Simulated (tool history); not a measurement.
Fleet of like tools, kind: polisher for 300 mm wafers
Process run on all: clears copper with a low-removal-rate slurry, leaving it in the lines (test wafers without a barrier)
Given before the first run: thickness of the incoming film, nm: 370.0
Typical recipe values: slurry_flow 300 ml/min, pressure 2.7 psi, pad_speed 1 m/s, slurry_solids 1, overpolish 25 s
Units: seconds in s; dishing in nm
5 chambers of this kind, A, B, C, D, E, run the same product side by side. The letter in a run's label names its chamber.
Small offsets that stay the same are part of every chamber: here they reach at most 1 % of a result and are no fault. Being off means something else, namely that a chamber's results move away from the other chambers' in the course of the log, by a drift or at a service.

run   hour  slurry_flow  pressure  pad_speed  slurry_solids  overpolish  wafers polished on this pad  hours since the slurry nozzle was cleaned  hours since the head pressure was calibrated  hours since the slurry blender was calibrated  seconds  dishing
         6  -- chamber E: worn pad replaced by a new one
 1C    8.2          300       2.7          1              1          25                          339                                       72.5                                         415.1                                            203   141.31   41.889
 2E   16.4          300       2.7          1              1          25                           95                                      653.4                                            84                                          413.7   140.62   42.819
      16.8  -- chamber E: slurry blender recalibrated
 3B   24.4          300       2.7          1              1          25                          431                                        529                                         612.9                                            136   142.12   42.698
 4D     30          300       2.7          1              1          25                          527                                      202.2                                          88.7                                          135.3   141.33   42.505
      34.8  -- chamber A: slurry blender recalibrated
 5A   36.5          300       2.7          1              1          25                          987                                      579.8                                         510.4                                            1.8   144.83   44.463
      40.1  -- chamber D: worn pad replaced by a new one
 6C   44.2          300       2.7          1              1          25                          669                                      108.5                                         451.1                                            239   142.68   44.345
 7B     48          300       2.7          1              1          25                          647                                      552.6                                         636.5                                          159.6   144.42   41.903
 8A   56.3          300       2.7          1              1          25                         1168                                      599.6                                         530.2                                           21.6   142.52   42.662
 9E   60.7          300       2.7          1              1          25                          501                                      697.7                                         128.3                                           43.9   141.74   41.591
10D     65          300       2.7          1              1          25                          228                                      237.2                                         123.7                                          170.3   144.54   42.913
11E   72.8          300       2.7          1              1          25                          612                                      709.8                                         140.4                                             56   141.51   43.877
12A   76.7          300       2.7          1              1          25                         1355                                        620                                         550.6                                             42   141.86   42.287
13B   80.5          300       2.7          1              1          25                          945                                      585.1                                           669                                          192.1   144.99   41.727
14D     87          300       2.7          1              1          25                          430                                      259.2                                         145.7                                          192.3   143.89   40.336
15C   90.9          300       2.7          1              1          25                         1097                                      155.2                                         497.8                                          285.7   141.38   43.067
16A   96.7          300       2.7          1              1          25                         1538                                        640                                         570.6                                             62   142.26   42.954
      99.1  -- chamber C: worn pad replaced by a new one
     101.7  -- chamber A: worn pad replaced by a new one
17E  103.2          300       2.7          1              1          25                          891                                      740.2                                         170.8                                           86.4   142.84   43.173
     104.9  -- chamber B: slurry blender recalibrated
18B  107.2          300       2.7          1              1          25                         1190                                      611.8                                         695.7                                            2.4   145.92    42.15
     109.1  -- chamber D: worn pad replaced by a new one
19C  114.1          300       2.7          1              1          25                          138                                      178.4                                           521                                          308.9   141.16    42.27
     121.5  -- chamber E: worn pad replaced by a new one
     121.7  -- chamber A: head pressure recalibrated
20D  122.4          300       2.7          1              1          25                          122                                      294.6                                         181.1                                          227.7   144.92   42.124
     126.6  -- chamber B: worn pad replaced by a new one
21B  127.4          300       2.7          1              1          25                            7                                        632                                         715.9                                           22.6   142.07   41.549
22D  132.2          300       2.7          1              1          25                          212                                      304.4                                         190.9                                          237.5   145.91   43.268
       135  -- chamber D: slurry nozzle cleaned
23A  136.5          300       2.7       1.14              1          25                          319                                      679.8                                          14.9                                          101.8   125.49   46.973
     138.1  -- chamber B: slurry nozzle cleaned
24C  143.3          300       2.7       1.14              1          25                          405                                      207.6                                         550.2                                          338.1    126.7   46.194
25E  148.7          300       2.7       1.14              1          25                          250                                      785.7                                         216.3                                          131.9   122.56    48.79
26A  155.3          300       2.7       1.14              1          25                          491                                      698.6                                          33.7                                          120.6   125.25   47.652
27D  163.9          300       2.7       1.14              1          25                          502                                       28.9                                         222.6                                          269.2   126.89   45.837
28B  170.9          300       2.7          1              1          25                          406                                       32.8                                         759.4                                           66.1   141.07   41.367
     173.4  -- chamber D: worn pad replaced by a new one
29C  175.4          300       2.7          1              1          25                          699                                      239.7                                         582.3                                          370.2   141.72   41.916
30E  183.8          300       2.7          1              1          25                          571                                      820.8                                         251.4                                            167   139.68   44.632
31B  189.3          300       2.7          1            1.2          25                          575                                       51.2                                         777.8                                           84.5   136.81   43.821
32E  197.7          300       2.7          1            1.2          25                          699                                      834.7                                         265.3                                          180.9   132.36   44.274
     204.3  -- chamber C: head pressure recalibrated
     204.4  -- chamber A: slurry blender recalibrated
33A  206.1          300       2.7          1            1.2          25                          957                                      749.4                                          84.5                                            1.7   137.08   44.044
34C  210.7          300       2.7          1            1.2          25                         1023                                        275                                           6.4                                          405.5   134.97     43.6
35D  214.4          300       2.7          1            1.2          25                          376                                       79.4                                         273.1                                          319.7    138.3   42.499
36B  221.4          300       2.7       0.78              1          25                          869                                       83.3                                         809.9                                          116.6   181.67   34.221
37D    227          300       2.7       0.78              1          25                          491                                         92                                         285.7                                          332.3   183.45   33.519
38E  235.6          300       2.7       0.78              1          25                         1046                                      872.6                                         303.2                                          218.8   177.34   35.208
     239.9  -- chamber D: worn pad replaced by a new one
39A  240.6          300       2.7       0.78              1          25                         1273                                      783.9                                           119                                           36.2   181.04   35.731
     242.6  -- chamber E: worn pad replaced by a new one
40C  246.2          300       2.7       0.78              1          25                         1348                                      310.5                                          41.9                                            441   181.85   34.143
41D  254.2          300       2.7          1              1          25                          131                                      119.2                                         312.9                                          359.5   143.87   43.936
42E  258.1          300       2.7          1              1          25                          142                                      895.1                                         325.7                                          241.3      135   44.761

Does one chamber stand apart from the rest, does the shared gauge drift, or is all well apart from small per-chamber offsets? Give the chamber and the most likely cause, where there is one.

Little by little, chamber E moves away from the other chambers.
Cause: head's pressure above its setpoint, % = 6.66.

Here are 4 candidates for chamber E's next run, each the usual settings with a change, their results left as question marks. Which one brings its results back in line with what the others give on the usual settings?
In-line tolerance around the mean of the other chambers on the usual settings: seconds 5.3 s; dishing 3.2 nm
43E-1  264.3          300       2.5       0.94              1          25                                                                                                                                                                             ?        ?
43E-2  264.3          300       2.6       0.96              1          25                                                                                                                                                                             ?        ?
43E-3  264.3          300       2.8       1.04              1          25                                                                                                                                                                             ?        ?
43E-4  264.3          300       2.9       1.08              1          25                                                                                                                                                                             ?        ?

Other chambers, usual settings, mean: seconds 142.6 s; dishing 42.468 nm
  run  seconds  dishing
43E-1   152.59   40.275
43E-2   143.71   42.425
43E-3   123.17   48.297
43E-4   114.51   51.292
Change 43E-2 lands the chamber within the allowed miss of the other chambers.
